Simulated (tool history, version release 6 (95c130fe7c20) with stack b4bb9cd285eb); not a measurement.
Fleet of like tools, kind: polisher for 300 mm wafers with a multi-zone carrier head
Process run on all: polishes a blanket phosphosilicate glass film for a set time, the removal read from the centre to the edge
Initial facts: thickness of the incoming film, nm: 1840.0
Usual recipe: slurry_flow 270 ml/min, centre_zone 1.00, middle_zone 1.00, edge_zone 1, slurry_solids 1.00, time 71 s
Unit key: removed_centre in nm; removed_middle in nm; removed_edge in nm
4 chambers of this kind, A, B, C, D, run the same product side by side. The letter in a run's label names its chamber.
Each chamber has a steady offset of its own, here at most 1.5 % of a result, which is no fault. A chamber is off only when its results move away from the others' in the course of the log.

run 1B hour=8.0 | slurry_flow=270 centre_zone=1.00 middle_zone=1.00 edge_zone=1 slurry_solids=1.00 time=71 | removed_centre=436.33 removed_middle=435.04 removed_edge=443.01
run 2A hour=17.1 | slurry_flow=270 centre_zone=1.00 middle_zone=1.00 edge_zone=1 slurry_solids=1.00 time=71 | removed_centre=428.98 removed_middle=434.80 removed_edge=436.33
run 3D hour=26.4 | slurry_flow=270 centre_zone=1.00 middle_zone=1.00 edge_zone=1 slurry_solids=1.00 time=71 | removed_centre=444.26 removed_middle=431.57 removed_edge=442.06
-- hour=28.8 chamber C: worn pad replaced by a new one
-- hour=36.3 chamber A: worn pad replaced by a new one
-- hour=37.6 chamber D: worn pad replaced by a new one
run 4C hour=38.3 | slurry_flow=270 centre_zone=1.00 middle_zone=1.00 edge_zone=1 slurry_solids=1.00 time=71 | removed_centre=434.76 removed_middle=440.40 removed_edge=446.18
run 5D hour=49.9 | slurry_flow=270 centre_zone=1.00 middle_zone=0.92 edge_zone=1 slurry_solids=1.00 time=71 | removed_centre=442.72 removed_middle=408.85 removed_edge=439.05
-- hour=53.1 chamber D: centre zone pressure recalibrated
run 6A hour=58.2 | slurry_flow=270 centre_zone=1.00 middle_zone=0.92 edge_zone=1 slurry_solids=1.00 time=71 | removed_centre=439.96 removed_middle=405.87 removed_edge=435.07
run 7B hour=66.1 | slurry_flow=270 centre_zone=1.00 middle_zone=0.92 edge_zone=1 slurry_solids=1.00 time=71 | removed_centre=443.42 removed_middle=407.98 removed_edge=440.89
run 8C hour=78.6 | slurry_flow=270 centre_zone=1.00 middle_zone=0.92 edge_zone=1 slurry_solids=1.00 time=71 | removed_centre=443.70 removed_middle=418.39 removed_edge=443.30
run 9D hour=88.1 | slurry_flow=270 centre_zone=1.00 middle_zone=1.00 edge_zone=1 slurry_solids=1.00 time=71 | removed_centre=447.04 removed_middle=435.84 removed_edge=437.54
-- hour=94.3 chamber D: worn pad replaced by a new one
run 10A hour=95.8 | slurry_flow=270 centre_zone=1.00 middle_zone=1.00 edge_zone=1 slurry_solids=1.00 time=71 | removed_centre=436.93 removed_middle=437.41 removed_edge=441.83
run 11C hour=108.7 | slurry_flow=270 centre_zone=1.07 middle_zone=1.00 edge_zone=1 slurry_solids=1.00 time=95 | removed_centre=632.79 removed_middle=591.03 removed_edge=585.86
run 12B hour=116.9 | slurry_flow=270 centre_zone=1.07 middle_zone=1.00 edge_zone=1 slurry_solids=1.00 time=95 | removed_centre=636.86 removed_middle=582.53 removed_edge=583.56
-- hour=118.7 chamber A: worn pad replaced by a new one
run 13B hour=126.9 | slurry_flow=270 centre_zone=1.07 middle_zone=1.00 edge_zone=1 slurry_solids=1.00 time=95 | removed_centre=647.79 removed_middle=592.93 removed_edge=587.27
-- hour=131.9 chamber B: worn pad replaced by a new one
run 14D hour=135.6 | slurry_flow=270 centre_zone=1.07 middle_zone=1.00 edge_zone=1 slurry_solids=1.00 time=95 | removed_centre=634.67 removed_middle=585.80 removed_edge=591.57
-- hour=141.2 chamber B: slurry nozzle cleaned
run 15A hour=145.6 | slurry_flow=270 centre_zone=1.00 middle_zone=1.00 edge_zone=1 slurry_solids=1.00 time=71 | removed_centre=436.77 removed_middle=436.15 removed_edge=433.06
-- hour=149.7 chamber D: worn pad replaced by a new one
run 16C hour=154.9 | slurry_flow=270 centre_zone=1.00 middle_zone=1.00 edge_zone=1 slurry_solids=1.00 time=71 | removed_centre=446.70 removed_middle=432.18 removed_edge=434.91
run 17B hour=161.1 | slurry_flow=270 centre_zone=1.00 middle_zone=1.00 edge_zone=1 slurry_solids=1.00 time=71 | removed_centre=434.86 removed_middle=448.52 removed_edge=439.07
run 18A hour=171.5 | slurry_flow=270 centre_zone=1.00 middle_zone=1.00 edge_zone=1 slurry_solids=1.00 time=71 | removed_centre=443.59 removed_middle=436.49 removed_edge=436.61
-- hour=182.3 chamber C: worn pad replaced by a new one
run 19D hour=183.3 | slurry_flow=270 centre_zone=1.00 middle_zone=1.00 edge_zone=1 slurry_solids=1.00 time=71 | removed_centre=442.82 removed_middle=433.72 removed_edge=447.94
run 20C hour=194.9 | slurry_flow=270 centre_zone=1.00 middle_zone=1.00 edge_zone=1 slurry_solids=1.25 time=71 | removed_centre=482.56 removed_middle=476.98 removed_edge=478.36
run 21D hour=207.4 | slurry_flow=270 centre_zone=1.00 middle_zone=1.00 edge_zone=1 slurry_solids=1.25 time=71 | removed_centre=481.27 removed_middle=488.54 removed_edge=494.00
-- hour=213.4 chamber A: worn pad replaced by a new one
-- hour=214.8 chamber B: centre zone pressure recalibrated
run 22B hour=215.2 | slurry_flow=270 centre_zone=1.00 middle_zone=1.00 edge_zone=1 slurry_solids=1.25 time=71 | removed_centre=472.40 removed_middle=474.83 removed_edge=486.11
run 23A hour=221.3 | slurry_flow=270 centre_zone=1.00 middle_zone=1.00 edge_zone=1 slurry_solids=1.25 time=71 | removed_centre=487.04 removed_middle=484.26 removed_edge=481.78
-- hour=222.8 chamber D: worn pad replaced by a new one
run 24C hour=227.7 | slurry_flow=220 centre_zone=1.00 middle_zone=1.00 edge_zone=1 slurry_solids=1.00 time=54 | removed_centre=317.18 removed_middle=325.33 removed_edge=324.75
run 25D hour=234.8 | slurry_flow=220 centre_zone=1.00 middle_zone=1.00 edge_zone=1 slurry_solids=1.00 time=54 | removed_centre=327.25 removed_middle=328.67 removed_edge=332.24

Predict what each chamber gives when all 4 of them run the settings below next.
run 26A hour=244.4 | slurry_flow=270 centre_zone=1.00 middle_zone=1.00 edge_zone=1 slurry_solids=1.00 time=71 | removed_centre=? removed_middle=? removed_edge=?
run 26B hour=244.4 | slurry_flow=270 centre_zone=1.00 middle_zone=1.00 edge_zone=1 slurry_solids=1.00 time=71 | removed_centre=? removed_middle=? removed_edge=?
run 26C hour=244.4 | slurry_flow=270 centre_zone=1.00 middle_zone=1.00 edge_zone=1 slurry_solids=1.00 time=71 | removed_centre=? removed_middle=? removed_edge=?
run 26D hour=244.4 | slurry_flow=270 centre_zone=1.00 middle_zone=1.00 edge_zone=1 slurry_solids=1.00 time=71 | removed_centre=? removed_middle=? removed_edge=?

run=26A removed_centre=434.83 removed_middle=437.67 removed_edge=430.26
run=26B removed_centre=441.67 removed_middle=439.26 removed_edge=437.63
run=26C removed_centre=433.41 removed_middle=442.35 removed_edge=441.12
run=26D removed_centre=436.35 removed_middle=438.27 removed_edge=446.20
